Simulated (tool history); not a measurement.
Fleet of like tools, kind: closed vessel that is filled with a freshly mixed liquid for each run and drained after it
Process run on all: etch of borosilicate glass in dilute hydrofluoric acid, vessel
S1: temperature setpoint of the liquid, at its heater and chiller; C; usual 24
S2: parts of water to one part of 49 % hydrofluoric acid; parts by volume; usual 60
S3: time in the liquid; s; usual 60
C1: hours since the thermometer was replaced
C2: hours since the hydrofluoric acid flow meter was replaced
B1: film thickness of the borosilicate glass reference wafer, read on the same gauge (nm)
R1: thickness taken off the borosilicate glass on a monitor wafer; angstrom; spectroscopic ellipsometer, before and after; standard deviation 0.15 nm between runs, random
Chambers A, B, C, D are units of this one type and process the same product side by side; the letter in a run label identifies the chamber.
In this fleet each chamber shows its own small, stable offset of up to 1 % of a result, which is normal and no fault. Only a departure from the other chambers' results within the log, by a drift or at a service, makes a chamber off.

run    day    S1  S2  S3      C1      C2      B1      R1
 1A   0.25    24  60  60  2094.1   266.4  139.99  345.09
 2B  0.517    24  60  60   622.4   757.9  140.01  348.08
 3D  0.679    24  60  60  1128.6   874.5  139.99  344.46
 4C  0.917    24  60  60   365.9  1860.2     140  348.11
 5D  1.162    24  60  60  1140.2   886.1  140.02  345.99
 6B  1.338  21.5  40  60   642.1   777.6  140.01  482.64
 7C  1.612  21.5  40  60   382.6  1876.9  139.99   487.3
 8A  1.933  21.5  40  60  2134.5   306.8     140  475.54
 9B  2.146  21.5  40  60   661.5     797  139.99  480.38
10A  2.304    24  60  60  2143.4   315.7  139.99  342.37
11C  2.529    24  60  60   404.6  1898.9     140  347.76
12D  2.792  20.5  70  60  1179.3   925.2  139.98  256.72
13A   2.95  20.5  70  60  2158.9   331.2  139.99   253.8
14B  3.262  20.5  70  60   688.3   823.8  140.01  253.44
15D  3.488  20.5  70  60    1196   941.9     140  259.01
16C  3.675    24  60  60   432.1  1926.4  139.99  349.61
17B  3.883    24  60  60   703.2   838.7  140.01  351.24
18C  4.167    24  60  60   443.9  1938.2  140.01  350.09
19A  4.475    24  60  60  2195.5   367.8  139.97  345.38
20D  4.708    24  60  60  1225.3   971.2  140.01  356.58
21A  5.008    24  60  60  2208.3   380.6  139.98  345.19
22D  5.221    24  60  60  1237.6   983.5     140  360.07
23B  5.512    24  60  60   742.3   877.8     140  346.25
24C  5.696  19.5  60  90   480.6  1974.9  140.03  436.14
25C  5.888  19.5  60  90   485.2  1979.5  140.01  433.86

Is one chamber off against the others, does the gauge drift, or is nothing wrong? If a chamber is off, say which, and what the likeliest cause is.

It is chamber D that slowly wanders off from its peers.
Cause: liquid hotter than its thermometer reads (K) = 1.29.
The log may not separate it from: hydrofluoric acid flow above the setpoint (%).

Chamber D could run next with any of the 4 candidate recipes listed below; each alters the usual settings, and their results appear as question marks. Which one brings its results back in line with what the other chambers deliver on the usual settings?
To be in line, a result may differ from the other chambers' mean on the usual settings by at most: R1 5.2 angstrom
26D-1  6.121  24.5  60  60               ?
26D-2  6.121    25  60  60               ?
26D-3  6.121    23  60  60               ?
26D-4  6.121  23.5  60  60               ?

Average result of the remaining chambers running the usual settings: R1 347.9 angstrom
  run      R1
26D-1  370.23
26D-2  377.89
26D-3  348.14
26D-4  355.43
With 26D-3, the chamber falls back in line with the rest.

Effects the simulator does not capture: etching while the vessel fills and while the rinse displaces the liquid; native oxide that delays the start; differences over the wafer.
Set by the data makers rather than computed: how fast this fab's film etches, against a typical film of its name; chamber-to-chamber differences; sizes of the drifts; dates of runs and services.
